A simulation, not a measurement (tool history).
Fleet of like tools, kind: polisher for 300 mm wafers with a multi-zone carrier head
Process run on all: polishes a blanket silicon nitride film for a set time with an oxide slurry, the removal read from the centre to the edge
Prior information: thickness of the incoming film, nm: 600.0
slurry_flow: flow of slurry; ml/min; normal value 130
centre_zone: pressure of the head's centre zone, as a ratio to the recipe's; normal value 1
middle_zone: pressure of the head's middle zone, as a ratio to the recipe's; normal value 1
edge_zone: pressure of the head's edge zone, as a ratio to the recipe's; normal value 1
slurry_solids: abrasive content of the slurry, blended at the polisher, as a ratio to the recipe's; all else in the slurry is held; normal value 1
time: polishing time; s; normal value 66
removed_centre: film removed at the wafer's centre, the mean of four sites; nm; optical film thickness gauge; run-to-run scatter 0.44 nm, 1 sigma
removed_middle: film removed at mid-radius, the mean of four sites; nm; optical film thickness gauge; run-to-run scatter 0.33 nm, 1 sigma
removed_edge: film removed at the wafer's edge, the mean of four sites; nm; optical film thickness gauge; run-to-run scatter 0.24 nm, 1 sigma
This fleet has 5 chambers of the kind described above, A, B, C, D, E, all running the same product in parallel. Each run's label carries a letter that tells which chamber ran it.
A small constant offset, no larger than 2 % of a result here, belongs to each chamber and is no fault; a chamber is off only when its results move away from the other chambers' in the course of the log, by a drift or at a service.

run,hour,slurry_flow,centre_zone,middle_zone,edge_zone,slurry_solids,time,wafers polished on this pad,hours since the slurry nozzle was cleaned,hours since the centre zone pressure was calibrated,hours since the edge zone pressure was calibrated,removed_centre,removed_middle,removed_edge
1E,2.7,130,1,1,1,1,66,171,600.2,18.5,585.4,36.631,35.862,37.159
2D,4.8,130,1,1,1,1,66,366,157,1052.8,229.6,35.559,36.271,36.648
3A,7.1,130,1,1,1,1,66,327,260.5,79.1,314.7,36.28,36.633,36.689
# hour 7.5: chamber B: worn pad replaced by a new one
4C,11.5,130,1,1,1,1,66,168,172,38.5,349.7,35.573,36.461,36.119
5B,15.9,130,1,1,1,1,66,57,178.1,247.9,55.6,35.959,36.263,36.304
# hour 17.7: chamber A: edge zone pressure recalibrated
6D,18.2,130,1,1,1,1,66,457,170.4,1066.2,243,36.774,35.853,36.654
7E,22.8,130,1,1.11,1,0.85,66,307,620.3,38.6,605.5,33.563,36.641,34.11
8B,25.8,130,1,1.11,1,0.85,66,124,188,257.8,65.5,32.615,37.337,33.211
9C,28.7,130,1,1.11,1,0.85,66,284,189.2,55.7,366.9,33.177,35.421,32.407
10A,32.7,130,1,1.11,1,0.85,66,500,286.1,104.7,15.1,33.975,37.587,33.935
11C,35.8,130,1,1.11,1,0.85,66,332,196.3,62.8,374,31.745,35.899,32.212
12A,40.4,130,1,1,1,1,66,552,293.8,112.4,22.8,36.718,36.2,36.504
13D,43.1,130,1,1,1,1,66,625,195.3,1091.1,267.9,35.995,35.629,36.908
# hour 44.4: chamber D: worn pad replaced by a new one
14E,45.6,130,1,1,1,1,66,461,643.1,61.4,628.3,35.824,35.72,36.49
15B,48.1,130,1,1,1,1,66,274,210.3,280.1,87.8,35.376,36.52,35.759
# hour 48.7: chamber E: slurry nozzle cleaned
16B,50.8,130,1,1,1,1,66,293,213,282.8,90.5,35.785,36.553,36.556
17A,53.3,130,1,1,1,1,66,640,306.7,125.3,35.7,36.042,37.106,36.644
18C,56.7,130,1,1,1,1,66,473,217.2,83.7,394.9,33.965,34.378,33.772
19D,60.8,95,1,1,1,1,50,111,213,1108.8,285.6,25.085,24.913,26.435
20E,64.3,95,1,1,1,1,50,587,15.7,80.1,647,24.533,24.882,26.465
21D,68.1,95,1,1,1,1,50,160,220.3,1116.1,292.9,24.853,25.02,26.781
22C,71,95,1,1,1,1,50,570,231.5,98,409.2,23.292,23.065,23.808
23A,74.9,95,1,1,1,1,50,786,328.3,146.9,57.3,25.168,25.886,26.12
24B,79.1,130,1,1,1,1,66,484,241.3,311.1,118.8,35.447,36.375,35.895
25E,81.6,130,1,1,1,1,66,704,33,97.4,664.3,36.543,35.699,36.553
26E,85.7,130,1,1,1,1,66,732,37.1,101.5,668.4,36.591,35.627,36.347
27C,88.7,130,1,1,1,1,66,690,249.2,115.7,426.9,32.906,32.727,32.441
28B,93.1,130,1,1,1,1,66,579,255.3,325.1,132.8,35.555,36.212,35.909
29D,96.2,130,1,1,1,1,66,350,248.4,1144.2,321,35.865,35.453,36.715
# hour 97.5: chamber E: worn pad replaced by a new one
30A,100.1,130,1,1,1,1,66,956,353.5,172.1,82.5,35.901,36.667,35.912
31A,102.9,130,1,1,1,1,66,975,356.3,174.9,85.3,36.638,36.529,36.748
32E,107.5,130,1,1,1,1,66,67,58.9,123.3,690.2,36.584,35.572,36.973
33D,109.9,130,1,1,1,1,66,443,262.1,1157.9,334.7,35.695,36.218,36.995

Which is it: a chamber that has drifted or been left off by a service, a gauge drift common to all chambers, or only each chamber's usual small offset? If a chamber is off, name it and its likeliest cause.

One chamber, C, drifts off from the rest bit by bit.
Likeliest cause: removal rate lost through wear of the pad, % = 13.3.
The log might look much the same if the cause were instead: slurry flow missing at the pad, %.

Here are 4 candidates for chamber C's next run, each the usual settings with a change, their results left as question marks. Which one brings its results back in line with what the others give on the usual settings?
To be in line, a result may differ from the other chambers' mean on the usual settings by at most: removed_centre 1.5 nm; removed_middle 1.1 nm; removed_edge 0.83 nm
34C-1,113.3,130,1,1,0.99,1,62,,,,,?,?,?
34C-2,113.3,130,1.01,1,0.99,0.95,58,,,,,?,?,?
34C-3,113.3,130,1,0.99,1.01,1.05,75,,,,,?,?,?
34C-4,113.3,130,1,1,1.01,1,70,,,,,?,?,?

What the other chambers average on the usual settings: removed_centre 36.139 nm; removed_middle 36.223 nm; removed_edge 36.566 nm
run,removed_centre,removed_middle,removed_edge
34C-1,29.631,29.604,29.189
34C-2,27.36,27.04,26.662
34C-3,36.64,36.271,36.486
34C-4,33.454,33.423,33.306
34C-3 puts the chamber back in line with the other chambers.
